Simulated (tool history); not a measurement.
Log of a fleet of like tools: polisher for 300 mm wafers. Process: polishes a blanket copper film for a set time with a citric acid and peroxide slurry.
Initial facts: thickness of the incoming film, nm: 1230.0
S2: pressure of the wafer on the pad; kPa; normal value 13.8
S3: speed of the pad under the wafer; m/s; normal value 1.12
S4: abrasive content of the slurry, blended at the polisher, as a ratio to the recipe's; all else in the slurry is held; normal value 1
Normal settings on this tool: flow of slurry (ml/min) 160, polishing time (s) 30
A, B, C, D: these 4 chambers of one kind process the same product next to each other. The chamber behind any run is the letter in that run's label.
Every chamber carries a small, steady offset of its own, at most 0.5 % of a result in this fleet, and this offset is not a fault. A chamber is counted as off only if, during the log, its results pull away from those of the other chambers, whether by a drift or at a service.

{"hour": 1.7, "done": "chamber A: worn pad replaced by a new one"}
{"run": "1D", "hour": 5.1, "flow of slurry (ml/min)": 160, "S2": 13.8, "S3": 1.12, "S4": 1, "polishing time (s)": 30, "film removed (nm)": 57.0}
{"run": "2B", "hour": 10.9, "flow of slurry (ml/min)": 160, "S2": 13.8, "S3": 1.12, "S4": 1, "polishing time (s)": 30, "film removed (nm)": 56.475}
{"run": "3A", "hour": 19.6, "flow of slurry (ml/min)": 160, "S2": 13.8, "S3": 1.12, "S4": 1, "polishing time (s)": 30, "film removed (nm)": 56.957}
{"hour": 22.7, "done": "chamber C: worn pad replaced by a new one"}
{"run": "4C", "hour": 26.7, "flow of slurry (ml/min)": 160, "S2": 13.8, "S3": 1.12, "S4": 1, "polishing time (s)": 30, "film removed (nm)": 56.267}
{"hour": 33.2, "done": "chamber A: slurry nozzle cleaned"}
{"run": "5C", "hour": 34.0, "flow of slurry (ml/min)": 160, "S2": 13.8, "S3": 1.12, "S4": 1, "polishing time (s)": 30, "film removed (nm)": 57.641}
{"hour": 35.7, "done": "chamber B: worn pad replaced by a new one"}
{"run": "6D", "hour": 38.8, "flow of slurry (ml/min)": 160, "S2": 13.8, "S3": 1.12, "S4": 1, "polishing time (s)": 30, "film removed (nm)": 56.739}
{"run": "7A", "hour": 45.8, "flow of slurry (ml/min)": 160, "S2": 13.8, "S3": 1.12, "S4": 1, "polishing time (s)": 30, "film removed (nm)": 55.86}
{"run": "8B", "hour": 52.4, "flow of slurry (ml/min)": 160, "S2": 13.8, "S3": 1.12, "S4": 1, "polishing time (s)": 30, "film removed (nm)": 57.51}
{"hour": 55.4, "done": "chamber D: worn pad replaced by a new one"}
{"run": "9D", "hour": 60.9, "flow of slurry (ml/min)": 160, "S2": 13.8, "S3": 1.12, "S4": 1, "polishing time (s)": 30, "film removed (nm)": 57.39}
{"run": "10B", "hour": 70.3, "flow of slurry (ml/min)": 160, "S2": 13.8, "S3": 1.12, "S4": 1, "polishing time (s)": 39, "film removed (nm)": 72.848}
{"run": "11A", "hour": 79.3, "flow of slurry (ml/min)": 160, "S2": 13.8, "S3": 1.12, "S4": 1, "polishing time (s)": 39, "film removed (nm)": 74.065}
{"hour": 79.8, "done": "chamber A: slurry blender recalibrated"}
{"hour": 84.5, "done": "chamber A: worn pad replaced by a new one"}
{"run": "12C", "hour": 88.4, "flow of slurry (ml/min)": 160, "S2": 13.8, "S3": 1.12, "S4": 1, "polishing time (s)": 39, "film removed (nm)": 73.944}
{"hour": 91.3, "done": "chamber C: slurry blender recalibrated"}
{"run": "13B", "hour": 96.5, "flow of slurry (ml/min)": 160, "S2": 13.8, "S3": 1.12, "S4": 1, "polishing time (s)": 39, "film removed (nm)": 74.917}
{"hour": 100.5, "done": "chamber C: slurry nozzle cleaned"}
{"run": "14A", "hour": 101.9, "flow of slurry (ml/min)": 160, "S2": 13.8, "S3": 1.12, "S4": 1, "polishing time (s)": 30, "film removed (nm)": 56.709}
{"run": "15C", "hour": 109.6, "flow of slurry (ml/min)": 160, "S2": 13.8, "S3": 1.12, "S4": 1, "polishing time (s)": 30, "film removed (nm)": 56.874}
{"run": "16D", "hour": 119.0, "flow of slurry (ml/min)": 160, "S2": 13.8, "S3": 1.12, "S4": 1, "polishing time (s)": 30, "film removed (nm)": 56.928}
{"run": "17B", "hour": 126.0, "flow of slurry (ml/min)": 160, "S2": 13.8, "S3": 1.12, "S4": 1, "polishing time (s)": 30, "film removed (nm)": 57.306}
{"run": "18C", "hour": 133.6, "flow of slurry (ml/min)": 160, "S2": 13.8, "S3": 1.12, "S4": 1, "polishing time (s)": 30, "film removed (nm)": 56.79}
{"hour": 135.9, "done": "chamber B: worn pad replaced by a new one"}
{"run": "19D", "hour": 141.3, "flow of slurry (ml/min)": 160, "S2": 13.8, "S3": 1.12, "S4": 1, "polishing time (s)": 30, "film removed (nm)": 57.317}
{"hour": 144.2, "done": "chamber C: worn pad replaced by a new one"}
{"run": "20A", "hour": 149.8, "flow of slurry (ml/min)": 160, "S2": 13.8, "S3": 1.12, "S4": 1, "polishing time (s)": 30, "film removed (nm)": 57.108}
{"run": "21D", "hour": 154.5, "flow of slurry (ml/min)": 160, "S2": 13.8, "S3": 1.12, "S4": 1, "polishing time (s)": 30, "film removed (nm)": 56.402}
{"run": "22A", "hour": 160.9, "flow of slurry (ml/min)": 160, "S2": 13.8, "S3": 1.12, "S4": 1, "polishing time (s)": 30, "film removed (nm)": 56.933}
{"run": "23C", "hour": 167.8, "flow of slurry (ml/min)": 160, "S2": 9.7, "S3": 1.12, "S4": 1, "polishing time (s)": 30, "film removed (nm)": 39.922}
{"hour": 167.9, "done": "chamber A: worn pad replaced by a new one"}
{"hour": 168.0, "done": "chamber D: worn pad replaced by a new one"}
{"run": "24B", "hour": 172.3, "flow of slurry (ml/min)": 160, "S2": 9.7, "S3": 1.12, "S4": 1, "polishing time (s)": 30, "film removed (nm)": 40.303}
{"hour": 175.4, "done": "chamber C: head pressure recalibrated"}
{"run": "25B", "hour": 177.6, "flow of slurry (ml/min)": 160, "S2": 9.7, "S3": 1.12, "S4": 1, "polishing time (s)": 30, "film removed (nm)": 40.179}
{"hour": 180.8, "done": "chamber D: slurry blender recalibrated"}
{"run": "26D", "hour": 187.0, "flow of slurry (ml/min)": 160, "S2": 9.7, "S3": 1.12, "S4": 1, "polishing time (s)": 30, "film removed (nm)": 40.397}
{"run": "27C", "hour": 192.9, "flow of slurry (ml/min)": 160, "S2": 13.8, "S3": 1.12, "S4": 1, "polishing time (s)": 30, "film removed (nm)": 50.95}
{"run": "28A", "hour": 201.6, "flow of slurry (ml/min)": 195, "S2": 13.8, "S3": 1.12, "S4": 1, "polishing time (s)": 30, "film removed (nm)": 58.852}
{"run": "29A", "hour": 210.2, "flow of slurry (ml/min)": 195, "S2": 13.8, "S3": 1.12, "S4": 1, "polishing time (s)": 30, "film removed (nm)": 57.537}
{"run": "30B", "hour": 216.2, "flow of slurry (ml/min)": 195, "S2": 13.8, "S3": 1.12, "S4": 1, "polishing time (s)": 30, "film removed (nm)": 58.182}
{"run": "31D", "hour": 223.6, "flow of slurry (ml/min)": 195, "S2": 13.8, "S3": 1.12, "S4": 1, "polishing time (s)": 30, "film removed (nm)": 57.816}
{"run": "32C", "hour": 231.9, "flow of slurry (ml/min)": 160, "S2": 13.8, "S3": 1.38, "S4": 1, "polishing time (s)": 30, "film removed (nm)": 62.419}
{"hour": 233.6, "done": "chamber B: worn pad replaced by a new one"}
{"hour": 236.8, "done": "chamber A: worn pad replaced by a new one"}
{"run": "33B", "hour": 238.0, "flow of slurry (ml/min)": 160, "S2": 13.8, "S3": 1.38, "S4": 1, "polishing time (s)": 30, "film removed (nm)": 69.222}
{"hour": 241.2, "done": "chamber B: slurry blender recalibrated"}
{"run": "34A", "hour": 244.4, "flow of slurry (ml/min)": 160, "S2": 13.8, "S3": 1.38, "S4": 1, "polishing time (s)": 30, "film removed (nm)": 69.272}
{"run": "35D", "hour": 250.3, "flow of slurry (ml/min)": 160, "S2": 13.8, "S3": 1.38, "S4": 1, "polishing time (s)": 30, "film removed (nm)": 69.507}
{"hour": 257.1, "done": "chamber C: worn pad replaced by a new one"}
{"run": "36C", "hour": 258.8, "flow of slurry (ml/min)": 160, "S2": 13.8, "S3": 1.12, "S4": 1, "polishing time (s)": 30, "film removed (nm)": 51.461}
{"hour": 262.7, "done": "chamber A: slurry blender recalibrated"}
{"run": "37C", "hour": 265.5, "flow of slurry (ml/min)": 160, "S2": 13.8, "S3": 1.12, "S4": 1, "polishing time (s)": 30, "film removed (nm)": 50.885}
{"run": "38B", "hour": 270.7, "flow of slurry (ml/min)": 160, "S2": 13.8, "S3": 1.12, "S4": 1, "polishing time (s)": 27, "film removed (nm)": 51.62}
{"run": "39D", "hour": 279.7, "flow of slurry (ml/min)": 160, "S2": 13.8, "S3": 1.12, "S4": 1, "polishing time (s)": 27, "film removed (nm)": 50.718}
{"run": "40A", "hour": 287.7, "flow of slurry (ml/min)": 160, "S2": 13.8, "S3": 1.12, "S4": 1, "polishing time (s)": 27, "film removed (nm)": 50.109}

Which is it: a chamber that has drifted or been left off by a service, a gauge drift common to all chambers, or only each chamber's usual small offset? If a chamber is off, name it and its likeliest cause.

A service on chamber C put it out of line with the rest.
Likeliest cause: head's pressure below its setpoint, % = 10.7.

Which of the 4 candidates below, each the usual settings with something changed and its results left as question marks, puts chamber C back in line with what the other chambers give on the usual settings?
Allowed miss from the other chambers' usual-settings mean, per result, to count as in line: film removed (nm) 1.900
{"run": "41C-1", "hour": 294.5, "flow of slurry (ml/min)": 160, "S2": 13.8, "S3": 1.14, "S4": 1.0, "polishing time (s)": 31, "film removed (nm)": "?"}
{"run": "41C-2", "hour": 294.5, "flow of slurry (ml/min)": 120, "S2": 13.8, "S3": 1.12, "S4": 0.75, "polishing time (s)": 30, "film removed (nm)": "?"}
{"run": "41C-3", "hour": 294.5, "flow of slurry (ml/min)": 160, "S2": 13.8, "S3": 1.12, "S4": 1.0, "polishing time (s)": 29, "film removed (nm)": "?"}
{"run": "41C-4", "hour": 294.5, "flow of slurry (ml/min)": 160, "S2": 14.5, "S3": 1.16, "S4": 1.0, "polishing time (s)": 31, "film removed (nm)": "?"}

Mean of the other chambers on the usual settings: film removed (nm) 56.692
run=41C-1 film_removed_(nm)=53.789
run=41C-2 film_removed_(nm)=45.720
run=41C-3 film_removed_(nm)=49.455
run=41C-4 film_removed_(nm)=57.349
Change 41C-4 lands the chamber within the allowed miss of the other chambers.

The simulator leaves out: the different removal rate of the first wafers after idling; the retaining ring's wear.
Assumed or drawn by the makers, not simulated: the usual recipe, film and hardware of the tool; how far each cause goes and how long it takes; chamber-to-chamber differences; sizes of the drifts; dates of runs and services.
